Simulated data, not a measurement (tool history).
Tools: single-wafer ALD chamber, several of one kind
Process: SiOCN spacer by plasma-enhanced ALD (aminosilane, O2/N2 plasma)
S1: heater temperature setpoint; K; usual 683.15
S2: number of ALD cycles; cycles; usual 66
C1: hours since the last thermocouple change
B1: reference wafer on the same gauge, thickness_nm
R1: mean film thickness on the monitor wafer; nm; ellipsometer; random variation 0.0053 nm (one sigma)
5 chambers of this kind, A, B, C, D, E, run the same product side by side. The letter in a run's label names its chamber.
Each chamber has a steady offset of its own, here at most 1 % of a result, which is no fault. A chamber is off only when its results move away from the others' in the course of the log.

run 1A day=0.192 | S1=683.15 S2=66 | C1=898.1 | B1=3.5518 | R1=3.8700
run 2B day=0.396 | S1=683.15 S2=66 | C1=2045.9 | B1=3.5510 | R1=3.8517
run 3C day=0.588 | S1=683.15 S2=66 | C1=1201.8 | B1=3.5513 | R1=3.8806
run 4E day=0.758 | S1=683.15 S2=66 | C1=60.8 | B1=3.5521 | R1=3.8919
run 5D day=0.983 | S1=683.15 S2=66 | C1=72.6 | B1=3.5527 | R1=3.8580
run 6A day=1.129 | S1=672.15 S2=66 | C1=920.6 | B1=3.5527 | R1=4.0055
run 7B day=1.342 | S1=672.15 S2=66 | C1=2068.6 | B1=3.5539 | R1=3.9735
run 8C day=1.588 | S1=672.15 S2=66 | C1=1225.8 | B1=3.5543 | R1=4.0079
run 9D day=1.838 | S1=672.15 S2=66 | C1=93.1 | B1=3.5563 | R1=3.9693
run 10E day=2.029 | S1=672.15 S2=66 | C1=91.3 | B1=3.5558 | R1=4.0083
run 11E day=2.162 | S1=683.15 S2=66 | C1=94.5 | B1=3.5573 | R1=3.8956
run 12C day=2.408 | S1=697.15 S2=66 | C1=1245.5 | B1=3.5574 | R1=3.7178
run 13D day=2.600 | S1=697.15 S2=66 | C1=111.4 | B1=3.5564 | R1=3.6938
run 14A day=2.788 | S1=697.15 S2=66 | C1=960.4 | B1=3.5572 | R1=3.7313
run 15B day=2.921 | S1=697.15 S2=66 | C1=2106.5 | B1=3.5578 | R1=3.6908
run 16D day=3.100 | S1=697.15 S2=66 | C1=123.4 | B1=3.5578 | R1=3.6906
run 17A day=3.325 | S1=683.15 S2=66 | C1=973.3 | B1=3.5590 | R1=3.8885
run 18E day=3.442 | S1=683.15 S2=66 | C1=125.2 | B1=3.5578 | R1=3.8933
run 19C day=3.612 | S1=683.15 S2=66 | C1=1274.4 | B1=3.5593 | R1=3.8972
run 20B day=3.867 | S1=683.15 S2=61 | C1=2129.2 | B1=3.5599 | R1=3.5629
run 21A day=4.129 | S1=683.15 S2=61 | C1=992.6 | B1=3.5601 | R1=3.6067
run 22D day=4.350 | S1=683.15 S2=61 | C1=153.4 | B1=3.5605 | R1=3.5674
run 23E day=4.542 | S1=683.15 S2=61 | C1=151.6 | B1=3.5629 | R1=3.6065
run 24B day=4.725 | S1=683.15 S2=61 | C1=2149.8 | B1=3.5625 | R1=3.5623
-- day=4.896 chamber B: thermocouple changed; heater temperature recalibrated
run 25C day=4.938 | S1=688.15 S2=75 | C1=1306.2 | B1=3.5638 | R1=4.3474
run 26A day=5.054 | S1=688.15 S2=75 | C1=1014.8 | B1=3.5630 | R1=4.3647
run 27C day=5.288 | S1=688.15 S2=75 | C1=1314.6 | B1=3.5635 | R1=4.3496
run 28B day=5.496 | S1=688.15 S2=75 | C1=14.4 | B1=3.5648 | R1=4.3233
run 29E day=5.746 | S1=688.15 S2=75 | C1=180.5 | B1=3.5658 | R1=4.3652
run 30D day=5.996 | S1=683.15 S2=66 | C1=192.9 | B1=3.5659 | R1=3.8705
run 31E day=6.238 | S1=683.15 S2=66 | C1=192.3 | B1=3.5652 | R1=3.9073
run 32B day=6.462 | S1=683.15 S2=66 | C1=37.6 | B1=3.5665 | R1=3.8754
run 33D day=6.717 | S1=683.15 S2=66 | C1=210.2 | B1=3.5668 | R1=3.8731
run 34A day=6.854 | S1=691.15 S2=57 | C1=1058.0 | B1=3.5683 | R1=3.2871
run 35C day=7.008 | S1=691.15 S2=57 | C1=1355.9 | B1=3.5690 | R1=3.2761
run 36E day=7.179 | S1=691.15 S2=57 | C1=214.9 | B1=3.5696 | R1=3.2936
run 37A day=7.408 | S1=691.15 S2=57 | C1=1071.3 | B1=3.5695 | R1=3.2860

All 5 chambers run these settings next. Forecast each chamber's results:
run 38A day=7.596 | S1=689.15 S2=66 | R1=?
run 38B day=7.596 | S1=689.15 S2=66 | R1=?
run 38C day=7.596 | S1=689.15 S2=66 | R1=?
run 38D day=7.596 | S1=689.15 S2=66 | R1=?
run 38E day=7.596 | S1=689.15 S2=66 | R1=?

run=38A R1=3.8413
run=38B R1=3.8001
run=38C R1=3.8177
run=38D R1=3.7956
run=38E R1=3.8328
